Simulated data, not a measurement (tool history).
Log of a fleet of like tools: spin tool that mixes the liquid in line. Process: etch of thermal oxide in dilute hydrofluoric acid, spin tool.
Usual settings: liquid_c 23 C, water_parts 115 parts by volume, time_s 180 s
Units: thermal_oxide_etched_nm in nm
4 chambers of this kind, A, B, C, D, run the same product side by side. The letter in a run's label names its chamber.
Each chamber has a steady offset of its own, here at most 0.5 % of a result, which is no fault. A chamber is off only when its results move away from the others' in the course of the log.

run,day,liquid_c,water_parts,time_s,hours since the thermometer was replaced,hours since the hydrofluoric acid flow meter was replaced,"read-back film thickness of the thermal oxide reference wafer, read on the same gauge (nm)",thermal_oxide_etched_nm
1D,0.258,23,115,180,530.2,724.4,130.01,6.6406
2A,0.442,23,115,180,227.9,518.6,130,6.6615
3B,0.746,23,115,180,1137.4,420.7,129.97,6.6237
4C,1.088,23,115,180,1816,248.3,130.01,6.7085
5B,1.312,23,115,180,1151,434.3,130,6.6401
6A,1.588,23,165,180,255.4,546.1,129.98,4.4003
7D,1.842,23,165,180,568.2,762.4,129.97,4.3864
8C,2.192,23,165,180,1842.5,274.8,130.01,4.39
9C,2.483,23,165,180,1849.5,281.8,130,4.3783
10B,2.825,27,115,180,1187.3,470.6,130,7.7758
11D,3.142,27,115,180,599.4,793.6,130,7.7684
12A,3.396,27,115,180,298.8,589.5,129.98,7.8119
13C,3.675,27,115,180,1878.1,310.4,130.01,7.7579
14A,3.983,23,115,180,312.9,603.6,130.04,6.6566
15B,4.288,23,115,180,1222.4,505.7,129.98,6.5619
16D,4.583,23,115,180,634,828.2,130.02,6.701
17A,4.946,23,115,180,336,626.7,130,6.6908
18D,5.204,23,115,180,648.9,843.1,130,6.6042
19C,5.379,23,115,180,1919,351.3,130,6.6539
20B,5.588,23,115,180,1253.6,536.9,129.98,6.4967
21C,5.771,23,115,180,1928.4,360.7,130,6.6574
22B,5.933,23,115,180,1261.9,545.2,130.02,6.5023
23A,6.158,23,115,180,365.1,655.8,130.02,6.6504
24D,6.362,23,115,180,676.7,870.9,130.01,6.6108
25B,6.7,23,115,180,1280.3,563.6,130.01,6.433
26C,7.029,23,115,180,1958.6,390.9,129.99,6.6308
27D,7.229,23,115,180,697.5,891.7,130.01,6.5974
28A,7.4,23,115,180,394.9,685.6,130,6.6346
29B,7.604,23,115,180,1302,585.3,130.03,6.3898
30C,7.85,23,115,180,1978.3,410.6,130,6.712
31D,8.125,23,115,180,719,913.2,130,6.6325
32A,8.333,23,115,180,417.3,708,129.98,6.5953
33B,8.562,23,115,180,1325,608.3,129.99,6.3683
34A,8.75,23,115,180,427.3,718,130.01,6.6592
35D,9.05,23,115,180,741.2,935.4,130.01,6.6402

What goes on in this fleet: one chamber off, a drifting gauge, or nothing beyond the chambers' own small offsets? Name the chamber and the cause, if any.

Chamber B drifts away from the others.
Cause: liquid colder than its thermometer reads (K) = 1.28.
The log may not tell that from: hydrofluoric acid flow below the setpoint (%).

Here are 4 candidates for chamber B's next run, each the usual settings with a change, their results left as question marks. Which one brings its results back in line with what the others give on the usual settings?
In line means no further than this from the other chambers' mean on the usual settings: thermal_oxide_etched_nm 0.12 nm
36B-1,9.308,23,110,180,,,,?
36B-2,9.308,22.5,125,180,,,,?
36B-3,9.308,23,110,190,,,,?
36B-4,9.308,23,120,180,,,,?

The other chambers' mean on the usual settings: thermal_oxide_etched_nm 6.6574 nm
run,thermal_oxide_etched_nm
36B-1,6.6595
36B-2,5.6601
36B-3,7.0294
36B-4,6.0444
36B-1 brings the chamber back in line.

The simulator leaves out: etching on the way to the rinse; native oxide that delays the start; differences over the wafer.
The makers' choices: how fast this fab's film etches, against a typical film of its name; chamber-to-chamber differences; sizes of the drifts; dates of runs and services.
